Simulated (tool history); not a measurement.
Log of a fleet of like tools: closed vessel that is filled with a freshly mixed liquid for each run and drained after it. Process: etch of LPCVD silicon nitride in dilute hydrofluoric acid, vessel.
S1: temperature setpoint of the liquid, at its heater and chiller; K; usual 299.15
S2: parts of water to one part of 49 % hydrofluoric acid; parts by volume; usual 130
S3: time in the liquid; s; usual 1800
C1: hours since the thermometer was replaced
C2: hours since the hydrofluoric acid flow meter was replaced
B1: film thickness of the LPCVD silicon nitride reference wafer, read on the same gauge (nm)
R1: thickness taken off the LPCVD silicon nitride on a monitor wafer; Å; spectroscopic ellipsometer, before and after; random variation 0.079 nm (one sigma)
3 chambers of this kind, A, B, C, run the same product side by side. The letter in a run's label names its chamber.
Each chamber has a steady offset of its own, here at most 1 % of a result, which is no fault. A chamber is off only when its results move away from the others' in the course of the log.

run 1B hour=7.8 | S1=299.15 S2=130 S3=1800 | C1=369.6 C2=1007.4 | B1=80.030 | R1=85.189
run 2A hour=11.9 | S1=299.15 S2=130 S3=1800 | C1=363.2 C2=1438.3 | B1=79.997 | R1=83.237
run 3C hour=19.4 | S1=299.15 S2=130 S3=1800 | C1=1619.3 C2=561.4 | B1=79.997 | R1=84.170
run 4C hour=27.2 | S1=299.15 S2=130 S3=1800 | C1=1627.1 C2=569.2 | B1=79.981 | R1=82.887
run 5A hour=34.9 | S1=299.15 S2=130 S3=1800 | C1=386.2 C2=1461.3 | B1=80.000 | R1=83.409
run 6B hour=40.3 | S1=299.15 S2=130 S3=1800 | C1=402.1 C2=1039.9 | B1=79.999 | R1=84.056
run 7B hour=44.3 | S1=299.15 S2=130 S3=1800 | C1=406.1 C2=1043.9 | B1=80.007 | R1=84.234
run 8A hour=48.1 | S1=299.15 S2=130 S3=1800 | C1=399.4 C2=1474.5 | B1=79.995 | R1=83.402
run 9C hour=53.4 | S1=299.15 S2=130 S3=1800 | C1=1653.3 C2=595.4 | B1=80.011 | R1=83.824
run 10C hour=62.0 | S1=299.15 S2=130 S3=1800 | C1=1661.9 C2=604.0 | B1=79.985 | R1=82.940
run 11B hour=66.7 | S1=299.15 S2=130 S3=1800 | C1=428.5 C2=1066.3 | B1=79.996 | R1=84.209
run 12A hour=71.5 | S1=299.15 S2=130 S3=2385 | C1=422.8 C2=1497.9 | B1=79.990 | R1=107.700
run 13C hour=78.9 | S1=299.15 S2=130 S3=2385 | C1=1678.8 C2=620.9 | B1=79.989 | R1=111.540
run 14B hour=83.8 | S1=299.15 S2=130 S3=2385 | C1=445.6 C2=1083.4 | B1=80.009 | R1=110.760
run 15A hour=89.9 | S1=302.65 S2=170 S3=1800 | C1=441.2 C2=1516.3 | B1=79.988 | R1=80.311
run 16A hour=96.1 | S1=302.65 S2=170 S3=1800 | C1=447.4 C2=1522.5 | B1=80.009 | R1=79.212
run 17C hour=104.1 | S1=302.65 S2=170 S3=1800 | C1=1704.0 C2=646.1 | B1=80.025 | R1=81.723
run 18B hour=108.0 | S1=299.15 S2=75 S3=1355 | C1=469.8 C2=1107.6 | B1=80.011 | R1=109.950
run 19A hour=114.0 | S1=299.15 S2=75 S3=1355 | C1=465.3 C2=1540.4 | B1=79.996 | R1=109.940
run 20B hour=118.2 | S1=299.15 S2=75 S3=1355 | C1=480.0 C2=1117.8 | B1=79.992 | R1=111.280
run 21C hour=122.6 | S1=299.15 S2=130 S3=1800 | C1=1722.5 C2=664.6 | B1=79.979 | R1=88.613
run 22B hour=129.8 | S1=299.15 S2=130 S3=1800 | C1=491.6 C2=1129.4 | B1=80.005 | R1=85.177
run 23A hour=136.7 | S1=299.15 S2=130 S3=1800 | C1=488.0 C2=1563.1 | B1=79.993 | R1=81.771
-- hour=141.7 chamber C: hydrofluoric acid flow meter replaced
run 24C hour=144.1 | S1=299.15 S2=130 S3=1800 | C1=1744.0 C2=2.4 | B1=80.020 | R1=89.270
run 25B hour=151.9 | S1=299.15 S2=130 S3=1800 | C1=513.7 C2=1151.5 | B1=80.017 | R1=84.032
run 26C hour=157.6 | S1=299.15 S2=130 S3=1800 | C1=1757.5 C2=15.9 | B1=80.004 | R1=91.094
run 27A hour=161.8 | S1=299.15 S2=130 S3=1800 | C1=513.1 C2=1588.2 | B1=80.002 | R1=83.417

Next, every chamber runs the same settings. What will each give?
run 28A hour=168.0 | S1=299.15 S2=130 S3=1800 | R1=?
run 28B hour=168.0 | S1=299.15 S2=130 S3=1800 | R1=?
run 28C hour=168.0 | S1=299.15 S2=130 S3=1800 | R1=?

run=28A R1=82.984
run=28B R1=84.120
run=28C R1=91.436
